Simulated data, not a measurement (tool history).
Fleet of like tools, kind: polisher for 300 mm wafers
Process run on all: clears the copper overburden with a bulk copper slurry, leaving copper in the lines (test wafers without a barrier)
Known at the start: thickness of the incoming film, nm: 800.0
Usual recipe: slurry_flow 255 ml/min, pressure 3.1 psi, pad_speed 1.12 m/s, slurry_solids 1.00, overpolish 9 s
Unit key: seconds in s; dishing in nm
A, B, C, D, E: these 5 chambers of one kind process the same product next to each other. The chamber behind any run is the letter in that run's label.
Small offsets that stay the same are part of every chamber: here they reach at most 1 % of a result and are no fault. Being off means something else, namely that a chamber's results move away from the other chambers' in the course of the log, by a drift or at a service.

run 1A hour=4.5 | slurry_flow=255 pressure=3.1 pad_speed=1.12 slurry_solids=1.00 overpolish=9 | seconds=66.385 dishing=47.185
run 2D hour=8.5 | slurry_flow=255 pressure=3.1 pad_speed=1.12 slurry_solids=1.00 overpolish=9 | seconds=65.041 dishing=44.803
run 3E hour=11.3 | slurry_flow=255 pressure=3.1 pad_speed=1.12 slurry_solids=1.00 overpolish=9 | seconds=63.582 dishing=44.596
run 4B hour=15.0 | slurry_flow=255 pressure=3.1 pad_speed=1.12 slurry_solids=1.00 overpolish=9 | seconds=63.329 dishing=45.399
run 5C hour=19.9 | slurry_flow=255 pressure=3.1 pad_speed=1.12 slurry_solids=1.00 overpolish=9 | seconds=63.015 dishing=45.416
run 6A hour=23.6 | slurry_flow=255 pressure=3.1 pad_speed=1.12 slurry_solids=1.00 overpolish=9 | seconds=64.079 dishing=47.039
run 7E hour=27.0 | slurry_flow=255 pressure=3.1 pad_speed=1.12 slurry_solids=1.00 overpolish=9 | seconds=64.321 dishing=46.558
run 8D hour=30.1 | slurry_flow=255 pressure=3.1 pad_speed=1.12 slurry_solids=1.00 overpolish=9 | seconds=66.321 dishing=45.731
run 9B hour=34.2 | slurry_flow=255 pressure=3.1 pad_speed=1.12 slurry_solids=1.00 overpolish=9 | seconds=66.561 dishing=44.807
run 10C hour=37.1 | slurry_flow=255 pressure=3.1 pad_speed=1.12 slurry_solids=1.00 overpolish=9 | seconds=64.226 dishing=46.426
run 11A hour=39.6 | slurry_flow=255 pressure=3.1 pad_speed=1.12 slurry_solids=1.00 overpolish=9 | seconds=62.698 dishing=46.427
run 12D hour=42.8 | slurry_flow=255 pressure=3.1 pad_speed=1.12 slurry_solids=1.00 overpolish=9 | seconds=63.191 dishing=46.048
run 13C hour=46.9 | slurry_flow=255 pressure=3.1 pad_speed=1.12 slurry_solids=1.00 overpolish=9 | seconds=63.772 dishing=45.137
-- hour=47.8 chamber D: worn pad replaced by a new one
run 14E hour=49.4 | slurry_flow=255 pressure=3.1 pad_speed=1.12 slurry_solids=1.00 overpolish=9 | seconds=67.066 dishing=43.581
run 15B hour=52.8 | slurry_flow=255 pressure=3.1 pad_speed=1.12 slurry_solids=1.00 overpolish=9 | seconds=65.329 dishing=44.332
-- hour=56.0 chamber B: worn pad replaced by a new one
run 16C hour=57.8 | slurry_flow=255 pressure=3.1 pad_speed=1.12 slurry_solids=1.00 overpolish=9 | seconds=64.938 dishing=44.375
-- hour=59.0 chamber E: head pressure recalibrated
run 17E hour=61.6 | slurry_flow=255 pressure=3.1 pad_speed=1.12 slurry_solids=1.00 overpolish=9 | seconds=65.945 dishing=45.333
run 18B hour=64.1 | slurry_flow=255 pressure=3.1 pad_speed=1.12 slurry_solids=1.00 overpolish=9 | seconds=63.933 dishing=45.739
run 19D hour=68.3 | slurry_flow=255 pressure=3.1 pad_speed=1.12 slurry_solids=1.00 overpolish=9 | seconds=65.663 dishing=47.101
run 20A hour=70.6 | slurry_flow=255 pressure=3.1 pad_speed=1.12 slurry_solids=1.00 overpolish=9 | seconds=61.988 dishing=45.276
run 21B hour=74.7 | slurry_flow=255 pressure=3.1 pad_speed=1.12 slurry_solids=1.00 overpolish=9 | seconds=64.183 dishing=46.081
run 22A hour=78.6 | slurry_flow=255 pressure=3.1 pad_speed=1.12 slurry_solids=1.00 overpolish=9 | seconds=64.280 dishing=47.101
-- hour=80.7 chamber C: worn pad replaced by a new one
run 23E hour=83.3 | slurry_flow=255 pressure=3.1 pad_speed=1.12 slurry_solids=1.00 overpolish=9 | seconds=67.176 dishing=44.257
run 24C hour=86.9 | slurry_flow=255 pressure=3.1 pad_speed=1.12 slurry_solids=1.00 overpolish=9 | seconds=68.653 dishing=45.730
run 25D hour=91.6 | slurry_flow=255 pressure=3.1 pad_speed=1.12 slurry_solids=1.10 overpolish=9 | seconds=63.651 dishing=46.567
run 26A hour=96.3 | slurry_flow=255 pressure=3.1 pad_speed=1.12 slurry_solids=1.10 overpolish=9 | seconds=62.337 dishing=44.475
run 27C hour=98.9 | slurry_flow=255 pressure=3.1 pad_speed=1.12 slurry_solids=1.10 overpolish=9 | seconds=64.718 dishing=46.479
run 28D hour=101.3 | slurry_flow=255 pressure=3.1 pad_speed=1.12 slurry_solids=1.10 overpolish=9 | seconds=61.967 dishing=44.834
run 29E hour=105.5 | slurry_flow=255 pressure=3.1 pad_speed=1.12 slurry_solids=1.10 overpolish=9 | seconds=62.068 dishing=46.626
run 30B hour=109.3 | slurry_flow=315 pressure=3.1 pad_speed=1.12 slurry_solids=0.75 overpolish=9 | seconds=66.411 dishing=43.921
-- hour=110.0 chamber E: slurry blender recalibrated
run 31C hour=113.8 | slurry_flow=315 pressure=3.1 pad_speed=1.12 slurry_solids=0.75 overpolish=9 | seconds=69.923 dishing=42.598
run 32A hour=118.0 | slurry_flow=315 pressure=3.1 pad_speed=1.12 slurry_solids=0.75 overpolish=9 | seconds=66.776 dishing=45.496
run 33D hour=122.5 | slurry_flow=315 pressure=3.1 pad_speed=1.12 slurry_solids=0.75 overpolish=9 | seconds=68.322 dishing=43.903
run 34E hour=126.7 | slurry_flow=315 pressure=3.1 pad_speed=1.12 slurry_solids=0.75 overpolish=9 | seconds=68.389 dishing=44.324
run 35B hour=131.1 | slurry_flow=255 pressure=3.1 pad_speed=1.12 slurry_solids=1.00 overpolish=9 | seconds=64.638 dishing=45.657
run 36E hour=134.7 | slurry_flow=255 pressure=3.1 pad_speed=1.12 slurry_solids=1.00 overpolish=9 | seconds=64.508 dishing=44.538
run 37C hour=137.5 | slurry_flow=255 pressure=3.1 pad_speed=1.12 slurry_solids=1.00 overpolish=9 | seconds=70.082 dishing=42.798
-- hour=138.0 chamber C: slurry blender recalibrated
run 38D hour=140.0 | slurry_flow=255 pressure=3.1 pad_speed=1.12 slurry_solids=1.00 overpolish=9 | seconds=63.360 dishing=44.396
run 39A hour=142.3 | slurry_flow=255 pressure=3.1 pad_speed=1.12 slurry_solids=1.00 overpolish=9 | seconds=65.147 dishing=46.605
run 40B hour=145.5 | slurry_flow=255 pressure=3.1 pad_speed=1.12 slurry_solids=1.00 overpolish=9 | seconds=65.698 dishing=46.356
run 41B hour=150.0 | slurry_flow=255 pressure=3.1 pad_speed=1.12 slurry_solids=1.00 overpolish=9 | seconds=64.490 dishing=45.544
run 42C hour=152.8 | slurry_flow=320 pressure=3.1 pad_speed=0.80 slurry_solids=1.00 overpolish=9 | seconds=98.428 dishing=36.451

Is one chamber out of step, is the gauge drifting, or do the chambers differ by no more than their own small offsets? For an off chamber, give its letter and the likeliest cause.

One chamber, C, drifts off from the rest bit by bit.
Cause: head's pressure below its setpoint, % = 9.84.

Below are 4 candidate recipes for chamber C's next run, each the usual settings with a change, their results shown as question marks. Which of them brings C's results back in line with what the other chambers give on the usual settings?
In-line tolerance around the mean of the other chambers on the usual settings: seconds 4.500 s; dishing 3.200 nm
run 43C-1 hour=156.4 | slurry_flow=255 pressure=3.3 pad_speed=1.18 slurry_solids=1.00 overpolish=9 | seconds=? dishing=?
run 43C-2 hour=156.4 | slurry_flow=255 pressure=2.9 pad_speed=1.06 slurry_solids=1.00 overpolish=9 | seconds=? dishing=?
run 43C-3 hour=156.4 | slurry_flow=260 pressure=3.5 pad_speed=1.26 slurry_solids=1.00 overpolish=9 | seconds=? dishing=?
run 43C-4 hour=156.4 | slurry_flow=250 pressure=2.8 pad_speed=1.00 slurry_solids=1.00 overpolish=9 | seconds=? dishing=?

On the usual settings, the other chambers give on average: seconds 64.132 s; dishing 45.386 nm
run=43C-1 seconds=62.349 dishing=45.016
run=43C-2 seconds=79.100 dishing=39.872
run=43C-3 seconds=54.907 dishing=47.590
run=43C-4 seconds=87.060 dishing=37.836
The answer is 43C-1, which returns the chamber to within the allowed miss of the others.

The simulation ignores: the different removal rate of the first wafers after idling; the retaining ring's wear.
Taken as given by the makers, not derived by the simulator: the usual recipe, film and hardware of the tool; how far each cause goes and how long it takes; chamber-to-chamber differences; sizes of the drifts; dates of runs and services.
